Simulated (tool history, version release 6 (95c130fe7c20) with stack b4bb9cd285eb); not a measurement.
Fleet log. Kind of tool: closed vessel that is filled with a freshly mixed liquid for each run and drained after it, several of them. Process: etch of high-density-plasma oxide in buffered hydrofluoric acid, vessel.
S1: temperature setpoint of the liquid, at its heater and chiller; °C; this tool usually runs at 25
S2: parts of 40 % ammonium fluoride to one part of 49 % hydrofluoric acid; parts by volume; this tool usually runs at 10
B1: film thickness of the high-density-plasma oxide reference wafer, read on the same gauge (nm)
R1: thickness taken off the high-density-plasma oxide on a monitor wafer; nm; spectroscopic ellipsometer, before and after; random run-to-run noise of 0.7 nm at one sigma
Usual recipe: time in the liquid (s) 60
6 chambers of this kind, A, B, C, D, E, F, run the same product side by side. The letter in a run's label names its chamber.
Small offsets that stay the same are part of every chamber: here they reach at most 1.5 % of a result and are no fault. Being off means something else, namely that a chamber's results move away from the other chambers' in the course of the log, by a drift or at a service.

{"run": "1D", "hour": 5.5, "S1": 25, "S2": 10, "time in the liquid (s)": 60, "B1": 40.013, "R1": 85.837}
{"run": "2F", "hour": 11.2, "S1": 25, "S2": 10, "time in the liquid (s)": 60, "B1": 39.977, "R1": 84.523}
{"run": "3C", "hour": 17.0, "S1": 25, "S2": 10, "time in the liquid (s)": 60, "B1": 39.969, "R1": 85.049}
{"run": "4B", "hour": 20.9, "S1": 25, "S2": 10, "time in the liquid (s)": 60, "B1": 39.994, "R1": 86.267}
{"run": "5A", "hour": 23.7, "S1": 25, "S2": 10, "time in the liquid (s)": 60, "B1": 39.962, "R1": 86.896}
{"run": "6E", "hour": 29.3, "S1": 25, "S2": 10, "time in the liquid (s)": 60, "B1": 39.989, "R1": 86.584}
{"run": "7A", "hour": 33.5, "S1": 25, "S2": 10, "time in the liquid (s)": 60, "B1": 39.989, "R1": 87.414}
{"run": "8E", "hour": 36.2, "S1": 25, "S2": 10, "time in the liquid (s)": 60, "B1": 39.975, "R1": 84.197}
{"run": "9B", "hour": 38.9, "S1": 25, "S2": 10, "time in the liquid (s)": 60, "B1": 40.039, "R1": 83.672}
{"hour": 43.2, "done": "chamber A: thermometer replaced"}
{"run": "10C", "hour": 43.3, "S1": 25, "S2": 6.5, "time in the liquid (s)": 35, "B1": 40.003, "R1": 75.73}
{"run": "11F", "hour": 49.0, "S1": 25, "S2": 6.5, "time in the liquid (s)": 35, "B1": 40.004, "R1": 74.197}
{"run": "12D", "hour": 52.3, "S1": 25, "S2": 6.5, "time in the liquid (s)": 35, "B1": 39.975, "R1": 76.014}
{"run": "13C", "hour": 55.0, "S1": 25, "S2": 6.5, "time in the liquid (s)": 35, "B1": 39.962, "R1": 75.615}
{"run": "14E", "hour": 59.5, "S1": 25, "S2": 6.5, "time in the liquid (s)": 35, "B1": 40.038, "R1": 75.431}
{"run": "15A", "hour": 62.2, "S1": 25, "S2": 6.5, "time in the liquid (s)": 35, "B1": 39.975, "R1": 75.559}
{"run": "16D", "hour": 68.0, "S1": 25, "S2": 10, "time in the liquid (s)": 60, "B1": 40.006, "R1": 85.225}
{"run": "17F", "hour": 72.4, "S1": 25, "S2": 7.5, "time in the liquid (s)": 70, "B1": 39.996, "R1": 127.82}
{"run": "18B", "hour": 78.0, "S1": 25, "S2": 7.5, "time in the liquid (s)": 70, "B1": 40.019, "R1": 127.88}
{"run": "19D", "hour": 83.5, "S1": 25, "S2": 7.5, "time in the liquid (s)": 70, "B1": 39.986, "R1": 131.13}
{"run": "20B", "hour": 86.7, "S1": 25, "S2": 7.5, "time in the liquid (s)": 70, "B1": 39.989, "R1": 127.52}
{"run": "21E", "hour": 92.2, "S1": 25, "S2": 7.5, "time in the liquid (s)": 70, "B1": 39.999, "R1": 132.05}
{"hour": 92.8, "done": "chamber B: thermometer replaced"}
{"run": "22F", "hour": 97.4, "S1": 25, "S2": 7.5, "time in the liquid (s)": 70, "B1": 40.012, "R1": 129.08}
{"run": "23C", "hour": 102.3, "S1": 25, "S2": 10, "time in the liquid (s)": 60, "B1": 40.034, "R1": 84.696}
{"run": "24A", "hour": 106.7, "S1": 25, "S2": 10, "time in the liquid (s)": 60, "B1": 39.995, "R1": 86.024}
{"run": "25B", "hour": 112.4, "S1": 25, "S2": 10, "time in the liquid (s)": 60, "B1": 40.016, "R1": 83.404}
{"hour": 114.0, "done": "chamber E: hydrofluoric acid flow meter replaced"}
{"run": "26C", "hour": 117.0, "S1": 25, "S2": 10, "time in the liquid (s)": 60, "B1": 39.998, "R1": 86.427}
{"run": "27D", "hour": 120.5, "S1": 25, "S2": 10, "time in the liquid (s)": 60, "B1": 40.019, "R1": 85.757}
{"hour": 122.7, "done": "chamber B: hydrofluoric acid flow meter replaced"}
{"run": "28F", "hour": 124.9, "S1": 25, "S2": 10, "time in the liquid (s)": 60, "B1": 40.053, "R1": 84.875}
{"run": "29A", "hour": 128.2, "S1": 25, "S2": 10, "time in the liquid (s)": 60, "B1": 40.027, "R1": 86.756}
{"hour": 132.7, "done": "chamber F: hydrofluoric acid flow meter replaced"}
{"run": "30E", "hour": 133.4, "S1": 25, "S2": 10, "time in the liquid (s)": 60, "B1": 39.979, "R1": 86.728}
{"run": "31D", "hour": 139.2, "S1": 25, "S2": 10, "time in the liquid (s)": 60, "B1": 39.988, "R1": 85.714}
{"run": "32F", "hour": 143.6, "S1": 25, "S2": 10, "time in the liquid (s)": 60, "B1": 39.994, "R1": 85.351}
{"run": "33C", "hour": 146.5, "S1": 25, "S2": 10, "time in the liquid (s)": 60, "B1": 39.965, "R1": 86.558}
{"run": "34A", "hour": 151.1, "S1": 27.5, "S2": 8.5, "time in the liquid (s)": 60, "B1": 40.028, "R1": 111.23}
{"run": "35E", "hour": 157.0, "S1": 27.5, "S2": 8.5, "time in the liquid (s)": 60, "B1": 39.999, "R1": 112.34}
{"run": "36B", "hour": 160.3, "S1": 27.5, "S2": 8.5, "time in the liquid (s)": 60, "B1": 40.001, "R1": 107.51}
{"run": "37B", "hour": 165.6, "S1": 27.5, "S2": 8.5, "time in the liquid (s)": 60, "B1": 40.013, "R1": 109.1}
{"run": "38D", "hour": 170.3, "S1": 27.5, "S2": 8.5, "time in the liquid (s)": 60, "B1": 40, "R1": 112.64}
{"run": "39C", "hour": 173.0, "S1": 27.5, "S2": 8.5, "time in the liquid (s)": 60, "B1": 39.993, "R1": 110.35}
{"run": "40F", "hour": 176.3, "S1": 25, "S2": 10, "time in the liquid (s)": 60, "B1": 39.998, "R1": 85.588}
{"run": "41A", "hour": 179.4, "S1": 27.5, "S2": 10, "time in the liquid (s)": 60, "B1": 39.987, "R1": 99.633}
{"run": "42E", "hour": 184.0, "S1": 27.5, "S2": 10, "time in the liquid (s)": 60, "B1": 40.03, "R1": 98.324}
{"run": "43A", "hour": 188.8, "S1": 27.5, "S2": 10, "time in the liquid (s)": 60, "B1": 40.014, "R1": 99.355}

The same settings go to every chamber for the next run, one line per chamber below. Forecast the results for each:
{"run": "44A", "hour": 193.0, "S1": 23, "S2": 10, "time in the liquid (s)": 60, "R1": "?"}
{"run": "44B", "hour": 193.0, "S1": 23, "S2": 10, "time in the liquid (s)": 60, "R1": "?"}
{"run": "44C", "hour": 193.0, "S1": 23, "S2": 10, "time in the liquid (s)": 60, "R1": "?"}
{"run": "44D", "hour": 193.0, "S1": 23, "S2": 10, "time in the liquid (s)": 60, "R1": "?"}
{"run": "44E", "hour": 193.0, "S1": 23, "S2": 10, "time in the liquid (s)": 60, "R1": "?"}
{"run": "44F", "hour": 193.0, "S1": 23, "S2": 10, "time in the liquid (s)": 60, "R1": "?"}

run=44A R1=76.96
run=44B R1=76.422
run=44C R1=75.303
run=44D R1=76.36
run=44E R1=77.766
run=44F R1=75.632
